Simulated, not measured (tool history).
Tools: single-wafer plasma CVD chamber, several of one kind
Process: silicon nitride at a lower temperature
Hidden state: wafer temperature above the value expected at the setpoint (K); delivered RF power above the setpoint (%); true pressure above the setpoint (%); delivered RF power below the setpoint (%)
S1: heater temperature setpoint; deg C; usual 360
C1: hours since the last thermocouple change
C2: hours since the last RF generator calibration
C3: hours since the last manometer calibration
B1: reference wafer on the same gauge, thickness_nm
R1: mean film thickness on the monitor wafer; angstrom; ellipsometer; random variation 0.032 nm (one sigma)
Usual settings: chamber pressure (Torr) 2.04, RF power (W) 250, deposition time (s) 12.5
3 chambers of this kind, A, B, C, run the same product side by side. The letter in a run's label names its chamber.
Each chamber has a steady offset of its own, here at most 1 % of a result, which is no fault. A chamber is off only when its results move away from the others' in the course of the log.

Run 1A, hour 9.1: usual settings; C1 1673.1; C2 1664.2; C3 382.3; B1 11.799. Result: R1 137.670 angstrom.
Run 2B, hour 21.8: usual settings; C1 1879.6; C2 1309.6; C3 53.0; B1 11.804. Result: R1 137.300 angstrom.
Run 3C, hour 33.7: usual settings; C1 1922.8; C2 410.3; C3 834.0; B1 11.799. Result: R1 139.110 angstrom.
Run 4B, hour 47.0: usual settings; C1 1904.8; C2 1334.8; C3 78.2; B1 11.799. Result: R1 137.410 angstrom.
Run 5A, hour 61.0: usual settings; C1 1725.0; C2 1716.1; C3 434.2; B1 11.799. Result: R1 137.740 angstrom.
Run 6C, hour 70.4: usual settings; C1 1959.5; C2 447.0; C3 870.7; B1 11.794. Result: R1 138.360 angstrom.
Run 7A, hour 84.7: usual settings; C1 1748.7; C2 1739.8; C3 457.9; B1 11.799. Result: R1 137.290 angstrom.
Run 8B, hour 95.9: usual settings; C1 1953.7; C2 1383.7; C3 127.1; B1 11.802. Result: R1 137.420 angstrom.
Run 9C, hour 105.3: usual settings; C1 1994.4; C2 481.9; C3 905.6; B1 11.800. Result: R1 138.380 angstrom.
Run 10B, hour 112.6: usual settings; C1 1970.4; C2 1400.4; C3 143.8; B1 11.800. Result: R1 137.380 angstrom.
Run 11A, hour 119.0: usual settings; C1 1783.0; C2 1774.1; C3 492.2; B1 11.799. Result: R1 137.380 angstrom.
Run 12C, hour 127.3: usual settings; C1 2016.4; C2 503.9; C3 927.6; B1 11.803. Result: R1 138.470 angstrom.
Run 13C, hour 139.0: usual settings; C1 2028.1; C2 515.6; C3 939.3; B1 11.800. Result: R1 138.450 angstrom.
Run 14A, hour 146.7: usual settings; C1 1810.7; C2 1801.8; C3 519.9; B1 11.799. Result: R1 138.050 angstrom.
At hour 154.4: chamber B: thermocouple changed; heater temperature recalibrated.
Run 15B, hour 155.6: usual settings; C1 1.3; C2 1443.4; C3 186.8; B1 11.802. Result: R1 137.500 angstrom.
Run 16A, hour 162.0: usual settings but RF power (W) 275; C1 1826.0; C2 1817.1; C3 535.2; B1 11.797. Result: R1 147.810 angstrom.
At hour 164.0: chamber C: thermocouple changed; heater temperature recalibrated.
Run 17C, hour 168.8: usual settings but RF power (W) 275; C1 4.8; C2 545.4; C3 969.1; B1 11.792. Result: R1 147.780 angstrom.
Run 18B, hour 177.3: usual settings but RF power (W) 275; C1 23.0; C2 1465.1; C3 208.5; B1 11.799. Result: R1 147.250 angstrom.
Run 19B, hour 187.8: usual settings; C1 33.5; C2 1475.6; C3 219.0; B1 11.801. Result: R1 137.220 angstrom.
Run 20C, hour 198.7: usual settings; C1 34.7; C2 575.3; C3 999.0; B1 11.794. Result: R1 139.030 angstrom.
Run 21A, hour 213.0: usual settings; C1 1877.0; C2 1868.1; C3 586.2; B1 11.805. Result: R1 137.860 angstrom.
Run 22B, hour 224.5: usual settings; C1 70.2; C2 1512.3; C3 255.7; B1 11.803. Result: R1 136.300 angstrom.
Run 23A, hour 234.5: usual settings; C1 1898.5; C2 1889.6; C3 607.7; B1 11.801. Result: R1 137.840 angstrom.
Run 24C, hour 242.2: usual settings; C1 78.2; C2 618.8; C3 1042.5; B1 11.803. Result: R1 138.780 angstrom.
Run 25B, hour 255.2: usual settings; C1 100.9; C2 1543.0; C3 286.4; B1 11.794. Result: R1 136.270 angstrom.
Run 26A, hour 263.2: usual settings; C1 1927.2; C2 1918.3; C3 636.4; B1 11.802. Result: R1 138.040 angstrom.
Run 27C, hour 271.8: usual settings; C1 107.8; C2 648.4; C3 1072.1; B1 11.798. Result: R1 138.410 angstrom.
Run 28A, hour 284.7: usual settings; C1 1948.7; C2 1939.8; C3 657.9; B1 11.804. Result: R1 137.630 angstrom.
Run 29B, hour 296.2: usual settings; C1 141.9; C2 1584.0; C3 327.4; B1 11.795. Result: R1 135.640 angstrom.
Run 30C, hour 304.4: usual settings; C1 140.4; C2 681.0; C3 1104.7; B1 11.795. Result: R1 138.540 angstrom.
Run 31B, hour 313.6: usual settings but RF power (W) 205, deposition time (s) 10.1; C1 159.3; C2 1601.4; C3 344.8; B1 11.800. Result: R1 93.919 angstrom.
Run 32A, hour 319.9: usual settings but RF power (W) 205, deposition time (s) 10.1; C1 1983.9; C2 1975.0; C3 693.1; B1 11.794. Result: R1 96.458 angstrom.
Run 33C, hour 330.3: usual settings but RF power (W) 205, deposition time (s) 10.1; C1 166.3; C2 706.9; C3 1130.6; B1 11.796. Result: R1 97.217 angstrom.
Run 34C, hour 337.1: usual settings; C1 173.1; C2 713.7; C3 1137.4; B1 11.800. Result: R1 138.210 angstrom.
Run 35A, hour 349.3: usual settings; C1 2013.3; C2 2004.4; C3 722.5; B1 11.797. Result: R1 137.550 angstrom.
Run 36B, hour 358.4: usual settings; C1 204.1; C2 1646.2; C3 389.6; B1 11.805. Result: R1 133.870 angstrom.
Run 37C, hour 365.8: usual settings but S1 355 deg C; C1 201.8; C2 742.4; C3 1166.1; B1 11.796. Result: R1 138.680 angstrom.

What goes on in this fleet: one chamber off, a drifting gauge, or nothing beyond the chambers' own small offsets? Name the chamber and the cause, if any.

Chamber B drifts away from the others.
Cause: delivered RF power below the setpoint (%) = 3.86.

Here are 4 candidates for chamber B's next run, each the usual settings with a change, their results left as question marks. Which one brings its results back in line with what the others give on the usual settings?
In line means no further than this from the other chambers' mean on the usual settings: R1 1.100 angstrom
Run 38B-1, hour 376.2: usual settings but S1 359 deg C, chamber pressure (Torr) 2.30. Result: R1 ?.
Run 38B-2, hour 376.2: usual settings but chamber pressure (Torr) 2.03, deposition time (s) 12.3. Result: R1 ?.
Run 38B-3, hour 376.2: usual settings but deposition time (s) 12.1. Result: R1 ?.
Run 38B-4, hour 376.2: usual settings but chamber pressure (Torr) 2.06, RF power (W) 255. Result: R1 ?.

The other chambers' mean on the usual settings: R1 138.210 angstrom
  run       R1
38B-1  137.910
38B-2  131.470
38B-3  129.490
38B-4  136.020
38B-1 brings the chamber back in line.

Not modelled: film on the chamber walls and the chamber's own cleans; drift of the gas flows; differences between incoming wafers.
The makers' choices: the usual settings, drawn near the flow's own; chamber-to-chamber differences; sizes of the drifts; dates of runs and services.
